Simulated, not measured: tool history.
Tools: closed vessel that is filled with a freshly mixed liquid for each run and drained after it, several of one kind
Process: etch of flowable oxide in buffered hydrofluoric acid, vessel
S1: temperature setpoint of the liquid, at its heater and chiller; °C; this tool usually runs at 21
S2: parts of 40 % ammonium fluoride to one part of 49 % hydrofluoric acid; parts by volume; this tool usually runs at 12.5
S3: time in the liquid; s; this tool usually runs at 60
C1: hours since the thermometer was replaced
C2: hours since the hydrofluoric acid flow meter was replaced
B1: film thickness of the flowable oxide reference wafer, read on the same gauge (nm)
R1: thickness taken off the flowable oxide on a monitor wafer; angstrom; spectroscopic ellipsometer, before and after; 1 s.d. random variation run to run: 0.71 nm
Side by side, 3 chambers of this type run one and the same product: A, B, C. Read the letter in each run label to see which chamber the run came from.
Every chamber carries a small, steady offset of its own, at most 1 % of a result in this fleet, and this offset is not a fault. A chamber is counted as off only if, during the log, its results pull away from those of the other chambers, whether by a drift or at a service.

Run 1B, hour 11.7: usual settings; C1 443.1; C2 932.6; B1 99.96. Result: R1 1226.8 angstrom.
Run 2A, hour 18.5: usual settings; C1 420.2; C2 704.7; B1 100.03. Result: R1 1237.8 angstrom.
Run 3C, hour 26.8: usual settings; C1 134.8; C2 870; B1 100.03. Result: R1 1229.7 angstrom.
Run 4B, hour 39.5: usual settings; C1 470.9; C2 960.4; B1 99.989. Result: R1 1236.2 angstrom.
Run 5C, hour 50: usual settings; C1 158; C2 893.2; B1 99.976. Result: R1 1243.3 angstrom.
Run 6A, hour 60.9: usual settings; C1 462.6; C2 747.1; B1 100.01. Result: R1 1229.4 angstrom.
Run 7B, hour 72.6: usual settings; C1 504; C2 993.5; B1 99.982. Result: R1 1248.1 angstrom.
Run 8A, hour 84.2: usual settings; C1 485.9; C2 770.4; B1 100. Result: R1 1241 angstrom.
Run 9C, hour 95.3: usual settings; C1 203.3; C2 938.5; B1 100.02. Result: R1 1232.3 angstrom.
Run 10A, hour 103.9: usual settings; C1 505.6; C2 790.1; B1 99.991. Result: R1 1244.1 angstrom.
Run 11B, hour 116.2: usual settings; C1 547.6; C2 1037.1; B1 99.997. Result: R1 1263.8 angstrom.
Run 12C, hour 121.8: usual settings; C1 229.8; C2 965; B1 99.992. Result: R1 1234.4 angstrom.
Run 13C, hour 127.7: usual settings; C1 235.7; C2 970.9; B1 99.992. Result: R1 1231.1 angstrom.
Run 14B, hour 138.5: usual settings; C1 569.9; C2 1059.4; B1 100.01. Result: R1 1266.5 angstrom.
Run 15A, hour 144.9: usual settings; C1 546.6; C2 831.1; B1 100.02. Result: R1 1239.5 angstrom.
Run 16C, hour 150.9: usual settings; C1 258.9; C2 994.1; B1 99.999. Result: R1 1241.1 angstrom.
Run 17B, hour 163.1: usual settings; C1 594.5; C2 1084; B1 99.99. Result: R1 1283.1 angstrom.
Run 18A, hour 173.8: usual settings but S2 15.5 parts by volume; C1 575.5; C2 860; B1 99.986. Result: R1 1000.2 angstrom.
Run 19C, hour 181.8: usual settings but S2 15.5 parts by volume; C1 289.8; C2 1025; B1 99.981. Result: R1 1002.1 angstrom.
Run 20A, hour 189: usual settings but S2 15.5 parts by volume; C1 590.7; C2 875.2; B1 100.01. Result: R1 999.44 angstrom.
Run 21B, hour 199.4: usual settings; C1 630.8; C2 1120.3; B1 99.995. Result: R1 1274.7 angstrom.
Run 22B, hour 212: usual settings; C1 643.4; C2 1132.9; B1 100.02. Result: R1 1278.1 angstrom.
Run 23C, hour 220.5: usual settings; C1 328.5; C2 1063.7; B1 100.01. Result: R1 1226.6 angstrom.
Run 24A, hour 229: usual settings; C1 630.7; C2 915.2; B1 99.991. Result: R1 1225.2 angstrom.
Run 25C, hour 237.7: usual settings but S2 10.5 parts by volume, S3 95 s; C1 345.7; C2 1080.9; B1 99.985. Result: R1 2311 angstrom.
Run 26A, hour 248.3: usual settings but S2 10.5 parts by volume, S3 95 s; C1 650; C2 934.5; B1 100.03. Result: R1 2349.4 angstrom.
Run 27B, hour 259.7: usual settings but S2 10.5 parts by volume, S3 95 s; C1 691.1; C2 1180.6; B1 99.986. Result: R1 2444.1 angstrom.
Run 28C, hour 269.8: usual settings but S1 24.5 °C; C1 377.8; C2 1113; B1 100. Result: R1 1511.2 angstrom.
Run 29A, hour 280.5: usual settings but S1 24.5 °C; C1 682.2; C2 966.7; B1 99.965. Result: R1 1509.5 angstrom.
Run 30B, hour 292.1: usual settings but S1 24.5 °C; C1 723.5; C2 1213; B1 100.01. Result: R1 1568.4 angstrom.
Run 31A, hour 304.4: usual settings; C1 706.1; C2 990.6; B1 100.01. Result: R1 1227.2 angstrom.
Run 32B, hour 313.9: usual settings; C1 745.3; C2 1234.8; B1 99.989. Result: R1 1303.8 angstrom.
Run 33C, hour 319.8: usual settings but S1 17 °C; C1 427.8; C2 1163; B1 99.993. Result: R1 993.72 angstrom.
Run 34A, hour 326.6: usual settings but S1 17 °C; C1 728.3; C2 1012.8; B1 100.01. Result: R1 985.27 angstrom.
Run 35B, hour 333.5: usual settings but S1 17 °C; C1 764.9; C2 1254.4; B1 99.958. Result: R1 1048.8 angstrom.
Run 36C, hour 341.5: usual settings but S2 16.5 parts by volume, S3 35 s; C1 449.5; C2 1184.7; B1 99.999. Result: R1 550.96 angstrom.
Run 37B, hour 351.6: usual settings but S2 16.5 parts by volume, S3 35 s; C1 783; C2 1272.5; B1 100.04. Result: R1 589.1 angstrom.
Run 38A, hour 362.9: usual settings but S2 16.5 parts by volume, S3 35 s; C1 764.6; C2 1049.1; B1 99.998. Result: R1 550.72 angstrom.
Run 39C, hour 369.2: usual settings; C1 477.2; C2 1212.4; B1 100.01. Result: R1 1249.7 angstrom.
Run 40C, hour 377.2: usual settings; C1 485.2; C2 1220.4; B1 99.993. Result: R1 1242.7 angstrom.
Run 41B, hour 388.3: usual settings; C1 819.7; C2 1309.2; B1 99.983. Result: R1 1321.1 angstrom.
Run 42A, hour 397.2: usual settings; C1 798.9; C2 1083.4; B1 99.995. Result: R1 1232.4 angstrom.
Run 43C, hour 408: usual settings; C1 516; C2 1251.2; B1 100.01. Result: R1 1231.1 angstrom.

For the next run the whole fleet of 3 chambers uses the same settings. Give each chamber's results:
Run 44A, hour 417.3: usual settings but S1 18 °C. Result: R1 ?.
Run 44B, hour 417.3: usual settings but S1 18 °C. Result: R1 ?.
Run 44C, hour 417.3: usual settings but S1 18 °C. Result: R1 ?.

run      R1
44A  1046.9
44B  1139.3
44C  1048.5
